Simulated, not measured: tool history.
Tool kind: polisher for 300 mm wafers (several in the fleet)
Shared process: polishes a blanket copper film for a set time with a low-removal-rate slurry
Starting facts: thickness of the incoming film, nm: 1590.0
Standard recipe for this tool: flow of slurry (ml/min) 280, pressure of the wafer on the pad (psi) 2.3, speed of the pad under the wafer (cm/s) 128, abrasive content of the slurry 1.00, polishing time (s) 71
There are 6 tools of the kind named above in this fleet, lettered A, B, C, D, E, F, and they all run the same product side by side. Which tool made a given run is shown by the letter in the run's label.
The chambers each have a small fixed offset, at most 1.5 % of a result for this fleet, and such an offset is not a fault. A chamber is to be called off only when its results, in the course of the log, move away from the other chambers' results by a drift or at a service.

run,hour,flow of slurry (ml/min),pressure of the wafer on the pad (psi),speed of the pad under the wafer (cm/s),abrasive content of the slurry,polishing time (s),wafers polished on this pad,hours since the slurry nozzle was cleaned,hours since the head pressure was calibrated,hours since the slurry blender was calibrated,film removed (Å)
# hour 1.1: chamber A: head pressure recalibrated
# hour 8.8: chamber A: slurry blender recalibrated
1C,9.8,280,2.3,128,1.00,71,760,235.3,295.0,209.5,1806.8
# hour 10.5: chamber E: worn pad replaced by a new one
# hour 12.3: chamber E: head pressure recalibrated
2A,20.1,280,2.3,128,1.00,71,587,760.9,19.1,11.4,1750.9
# hour 25.2: chamber D: slurry blender recalibrated
3E,25.6,280,2.3,128,1.00,71,161,151.3,13.4,70.6,1794.4
4B,32.6,280,2.3,128,1.00,71,472,36.6,546.4,272.0,1838.0
# hour 39.7: chamber A: worn pad replaced by a new one
5D,41.6,280,2.3,128,1.00,71,947,110.8,424.1,16.5,1859.7
6F,50.4,280,2.3,128,1.00,80,1242,101.9,409.7,160.9,2000.7
# hour 56.0: chamber F: worn pad replaced by a new one
7F,57.0,280,2.3,128,1.00,80,11,108.5,416.3,167.5,2044.3
# hour 60.4: chamber D: worn pad replaced by a new one
# hour 63.5: chamber F: slurry blender recalibrated
8C,65.2,280,2.3,128,1.00,80,1349,290.7,350.4,264.9,2010.9
# hour 66.1: chamber B: worn pad replaced by a new one
# hour 72.8: chamber E: slurry blender recalibrated
9B,74.4,280,2.3,128,1.00,80,88,78.4,588.2,313.8,2070.5
# hour 78.9: chamber E: worn pad replaced by a new one
10E,80.2,280,2.3,128,1.00,80,13,205.9,68.0,7.5,2056.8
11D,89.2,280,2.3,128,1.00,80,306,158.4,471.7,64.1,2080.3
12A,94.3,280,2.3,128,1.00,71,580,835.1,93.3,85.6,1822.2
13D,103.2,280,2.3,128,1.25,71,455,172.4,485.7,78.1,1942.8
# hour 105.8: chamber A: worn pad replaced by a new one
14A,110.6,280,2.3,128,1.25,71,51,851.4,109.6,101.9,1913.7
15C,121.1,280,2.3,128,1.25,71,1942,346.6,406.3,320.8,1840.8
16B,128.1,280,2.3,128,1.25,71,658,132.1,641.9,367.5,1880.5
# hour 129.6: chamber B: worn pad replaced by a new one
17E,135.0,280,2.3,128,1.25,71,595,260.7,122.8,62.3,1891.2
18F,144.1,280,2.3,128,1.25,71,936,195.6,503.4,80.7,1905.2
# hour 145.9: chamber E: worn pad replaced by a new one
19F,153.7,280,2.3,128,1.00,71,1038,205.2,513.0,90.3,1804.2
20B,160.8,280,2.3,128,1.00,71,331,164.8,674.6,400.2,1819.7
# hour 162.0: chamber F: worn pad replaced by a new one
# hour 162.8: chamber C: slurry blender recalibrated
# hour 165.9: chamber F: slurry nozzle cleaned
21E,166.4,280,2.3,128,1.00,71,218,292.1,154.2,93.7,1873.4
# hour 170.0: chamber D: worn pad replaced by a new one
22A,175.8,320,2.3,100,1.00,71,744,916.6,174.8,167.1,1425.7
# hour 178.2: chamber A: slurry nozzle cleaned
# hour 183.2: chamber E: slurry blender recalibrated
23D,183.6,320,2.3,100,1.00,71,144,252.8,566.1,158.5,1454.3
# hour 186.2: chamber A: worn pad replaced by a new one
24C,191.3,320,2.3,100,1.00,71,2688,416.8,476.5,28.6,1360.2
25D,195.9,320,2.3,100,1.00,71,275,265.1,578.4,170.8,1456.5
# hour 199.5: chamber B: worn pad replaced by a new one
26C,203.3,320,2.3,100,1.00,71,2815,428.8,488.5,40.6,1355.5
# hour 204.1: chamber E: worn pad replaced by a new one
27F,209.3,320,2.3,100,1.00,71,502,43.5,568.6,145.9,1433.8
# hour 219.2: chamber F: slurry blender recalibrated
28B,219.8,280,2.3,128,1.00,71,215,223.8,733.6,459.2,1805.1
29A,226.9,280,1.6,128,1.00,71,432,48.8,225.9,218.2,1285.5
30E,232.0,280,1.6,128,1.00,71,296,357.7,219.8,48.8,1236.4
# hour 236.7: chamber B: slurry blender recalibrated
31A,239.7,280,1.6,128,1.00,71,568,61.6,238.7,231.0,1273.9
32D,244.6,280,1.6,128,1.00,71,792,313.8,627.1,219.5,1262.6
33C,254.3,280,1.6,128,1.00,71,3357,479.8,539.5,91.6,1179.4
# hour 264.6: chamber A: worn pad replaced by a new one
34B,264.7,280,1.6,128,1.00,71,692,268.7,778.5,28.1,1298.2
# hour 271.5: chamber F: worn pad replaced by a new one
# hour 272.3: chamber E: worn pad replaced by a new one
35E,273.1,280,2.3,128,1.00,71,9,398.8,260.9,89.9,1809.8
# hour 278.5: chamber B: worn pad replaced by a new one
36F,283.4,280,2.3,128,1.00,71,127,117.6,642.7,64.2,1798.6
# hour 285.2: chamber D: worn pad replaced by a new one
# hour 287.2: chamber E: slurry blender recalibrated
37F,289.5,280,2.3,128,1.00,71,191,123.7,648.8,70.3,1826.2
38D,294.6,280,2.3,128,1.00,71,100,363.8,677.1,269.5,1849.4
# hour 295.1: chamber F: head pressure recalibrated
39E,302.0,280,2.3,128,1.00,71,316,427.7,289.8,14.8,1825.0
40C,309.0,280,2.3,128,1.00,71,3937,534.5,594.2,146.3,1704.4
41A,315.9,280,2.3,128,1.00,71,545,137.8,314.9,307.2,1819.1
# hour 318.8: chamber B: slurry nozzle cleaned
42B,326.3,280,2.3,128,1.00,71,508,7.5,840.1,89.7,1819.3
43F,334.6,280,2.3,128,1.00,71,670,168.8,39.6,115.4,1831.1

Has any chamber moved away from the others, gradually or after a service, or does the common gauge drift, or do the chambers differ only by their own small steady offsets? State the chamber and the most likely cause if one applies.

Chamber C drifts away from the others.
Cause: removal rate lost through wear of the pad, % = 8.46.
From this log alone, it may not be told apart from: head's pressure below its setpoint, %.

Here are 4 candidates for chamber C's next run, each the usual settings with a change, their results left as question marks. Which one brings its results back in line with what the others give on the usual settings?
In line means no further than this from the other chambers' mean on the usual settings: film removed (Å) 75.0
44C-1,342.2,280,2.2,128,1.00,67,,,,,?
44C-2,342.2,285,2.5,128,1.00,79,,,,,?
44C-3,342.2,280,2.4,134,1.00,71,,,,,?
44C-4,342.2,275,1.9,128,0.95,71,,,,,?

Usual-settings mean across the other chambers: film removed (Å) 1821.4
run,film removed (Å)
44C-1,1480.8
44C-2,1987.2
44C-3,1792.8
44C-4,1338.4
It is 44C-3 that realigns the chamber with its peers.
